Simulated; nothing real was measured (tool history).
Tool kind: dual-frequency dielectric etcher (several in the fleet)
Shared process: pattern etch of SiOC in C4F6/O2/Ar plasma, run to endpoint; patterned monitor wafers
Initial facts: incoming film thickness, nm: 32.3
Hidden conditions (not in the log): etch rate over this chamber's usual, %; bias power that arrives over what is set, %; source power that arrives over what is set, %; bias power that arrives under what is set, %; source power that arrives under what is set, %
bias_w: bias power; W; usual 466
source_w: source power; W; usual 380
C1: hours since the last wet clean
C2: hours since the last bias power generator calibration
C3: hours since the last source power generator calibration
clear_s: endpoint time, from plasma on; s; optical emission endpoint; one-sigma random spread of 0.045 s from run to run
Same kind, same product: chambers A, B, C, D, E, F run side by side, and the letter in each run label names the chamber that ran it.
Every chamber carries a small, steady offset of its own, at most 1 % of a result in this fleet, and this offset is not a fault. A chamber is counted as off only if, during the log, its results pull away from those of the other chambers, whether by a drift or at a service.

{"run": "1B", "hour": 6.5, "bias_w": 466, "source_w": 380, "C1": 209.5, "C2": 351.7, "C3": 562.4, "clear_s": 11.414}
{"run": "2F", "hour": 13.4, "bias_w": 466, "source_w": 380, "C1": 210.5, "C2": 885.5, "C3": 475.0, "clear_s": 11.32}
{"run": "3A", "hour": 19.5, "bias_w": 466, "source_w": 380, "C1": 30.2, "C2": 620.2, "C3": 2945.6, "clear_s": 11.413}
{"hour": 22.0, "done": "chamber E: wet clean of the chamber"}
{"run": "4D", "hour": 28.5, "bias_w": 466, "source_w": 380, "C1": 487.3, "C2": 275.9, "C3": 359.6, "clear_s": 11.379}
{"run": "5C", "hour": 36.0, "bias_w": 466, "source_w": 380, "C1": 242.7, "C2": 936.4, "C3": 1395.1, "clear_s": 11.276}
{"run": "6E", "hour": 41.7, "bias_w": 466, "source_w": 310, "C1": 19.8, "C2": 897.4, "C3": 211.9, "clear_s": 12.264}
{"run": "7F", "hour": 50.7, "bias_w": 466, "source_w": 310, "C1": 247.8, "C2": 922.8, "C3": 512.3, "clear_s": 12.215}
{"run": "8E", "hour": 61.1, "bias_w": 466, "source_w": 310, "C1": 39.2, "C2": 916.8, "C3": 231.3, "clear_s": 12.381}
{"run": "9B", "hour": 71.8, "bias_w": 466, "source_w": 310, "C1": 274.8, "C2": 417.0, "C3": 627.7, "clear_s": 12.243}
{"run": "10C", "hour": 76.9, "bias_w": 466, "source_w": 310, "C1": 283.6, "C2": 977.3, "C3": 1436.0, "clear_s": 12.274}
{"run": "11A", "hour": 87.7, "bias_w": 466, "source_w": 310, "C1": 98.4, "C2": 688.4, "C3": 3013.8, "clear_s": 12.432}
{"run": "12D", "hour": 94.2, "bias_w": 466, "source_w": 290, "C1": 553.0, "C2": 341.6, "C3": 425.3, "clear_s": 12.546}
{"run": "13B", "hour": 105.7, "bias_w": 466, "source_w": 290, "C1": 308.7, "C2": 450.9, "C3": 661.6, "clear_s": 12.632}
{"run": "14F", "hour": 116.4, "bias_w": 466, "source_w": 290, "C1": 313.5, "C2": 988.5, "C3": 578.0, "clear_s": 12.44}
{"run": "15C", "hour": 127.9, "bias_w": 466, "source_w": 290, "C1": 334.6, "C2": 1028.3, "C3": 1487.0, "clear_s": 12.481}
{"run": "16A", "hour": 136.3, "bias_w": 466, "source_w": 290, "C1": 147.0, "C2": 737.0, "C3": 3062.4, "clear_s": 12.664}
{"run": "17E", "hour": 142.4, "bias_w": 466, "source_w": 290, "C1": 120.5, "C2": 998.1, "C3": 312.6, "clear_s": 12.61}
{"hour": 147.3, "done": "chamber D: wet clean of the chamber"}
{"run": "18D", "hour": 149.0, "bias_w": 507, "source_w": 380, "C1": 1.8, "C2": 396.4, "C3": 480.1, "clear_s": 11.001}
{"run": "19C", "hour": 156.4, "bias_w": 507, "source_w": 380, "C1": 363.1, "C2": 1056.8, "C3": 1515.5, "clear_s": 10.944}
{"run": "20E", "hour": 166.7, "bias_w": 507, "source_w": 380, "C1": 144.8, "C2": 1022.4, "C3": 336.9, "clear_s": 11.088}
{"run": "21A", "hour": 174.8, "bias_w": 507, "source_w": 380, "C1": 185.5, "C2": 775.5, "C3": 3100.9, "clear_s": 11.004}
{"run": "22B", "hour": 183.6, "bias_w": 507, "source_w": 380, "C1": 386.6, "C2": 528.8, "C3": 739.5, "clear_s": 11.019}
{"run": "23F", "hour": 193.7, "bias_w": 507, "source_w": 380, "C1": 390.8, "C2": 1065.8, "C3": 655.3, "clear_s": 10.938}
{"run": "24D", "hour": 202.2, "bias_w": 466, "source_w": 380, "C1": 55.0, "C2": 449.6, "C3": 533.3, "clear_s": 11.342}
{"hour": 204.3, "done": "chamber F: wet clean of the chamber"}
{"run": "25F", "hour": 213.5, "bias_w": 466, "source_w": 380, "C1": 9.3, "C2": 1085.6, "C3": 675.1, "clear_s": 11.37}
{"run": "26B", "hour": 221.0, "bias_w": 395, "source_w": 290, "C1": 424.0, "C2": 566.2, "C3": 776.9, "clear_s": 13.342}
{"run": "27C", "hour": 231.7, "bias_w": 395, "source_w": 290, "C1": 438.4, "C2": 1132.1, "C3": 1590.8, "clear_s": 13.335}
{"run": "28D", "hour": 242.2, "bias_w": 395, "source_w": 290, "C1": 95.0, "C2": 489.6, "C3": 573.3, "clear_s": 13.303}
{"run": "29E", "hour": 251.9, "bias_w": 395, "source_w": 290, "C1": 230.0, "C2": 1107.6, "C3": 422.1, "clear_s": 13.504}
{"hour": 255.9, "done": "chamber B: wet clean of the chamber"}
{"run": "30A", "hour": 258.2, "bias_w": 395, "source_w": 290, "C1": 268.9, "C2": 858.9, "C3": 3184.3, "clear_s": 13.39}
{"run": "31A", "hour": 265.5, "bias_w": 395, "source_w": 290, "C1": 276.2, "C2": 866.2, "C3": 3191.6, "clear_s": 13.496}
{"run": "32D", "hour": 273.1, "bias_w": 466, "source_w": 380, "C1": 125.9, "C2": 520.5, "C3": 604.2, "clear_s": 11.221}
{"run": "33B", "hour": 283.0, "bias_w": 466, "source_w": 380, "C1": 27.2, "C2": 628.2, "C3": 838.9, "clear_s": 11.436}
{"run": "34F", "hour": 290.2, "bias_w": 558, "source_w": 380, "C1": 86.0, "C2": 1162.3, "C3": 751.8, "clear_s": 10.519}
{"run": "35C", "hour": 298.4, "bias_w": 558, "source_w": 380, "C1": 505.1, "C2": 1198.8, "C3": 1657.5, "clear_s": 10.518}
{"run": "36E", "hour": 309.4, "bias_w": 558, "source_w": 380, "C1": 287.5, "C2": 1165.1, "C3": 479.6, "clear_s": 10.638}
{"run": "37D", "hour": 320.0, "bias_w": 558, "source_w": 380, "C1": 172.8, "C2": 567.4, "C3": 651.1, "clear_s": 10.554}
{"run": "38E", "hour": 325.2, "bias_w": 558, "source_w": 380, "C1": 303.3, "C2": 1180.9, "C3": 495.4, "clear_s": 10.73}
{"run": "39F", "hour": 335.8, "bias_w": 558, "source_w": 380, "C1": 131.6, "C2": 1207.9, "C3": 797.4, "clear_s": 10.577}

Read the log: is a single chamber off, either drifting away or since a service, is the gauge that measures every chamber drifting, or is nothing wrong beyond small per-chamber offsets? Name any odd chamber and what most likely caused it.

All chambers stay in line apart from their small fixed offsets, and the gauge does not drift.

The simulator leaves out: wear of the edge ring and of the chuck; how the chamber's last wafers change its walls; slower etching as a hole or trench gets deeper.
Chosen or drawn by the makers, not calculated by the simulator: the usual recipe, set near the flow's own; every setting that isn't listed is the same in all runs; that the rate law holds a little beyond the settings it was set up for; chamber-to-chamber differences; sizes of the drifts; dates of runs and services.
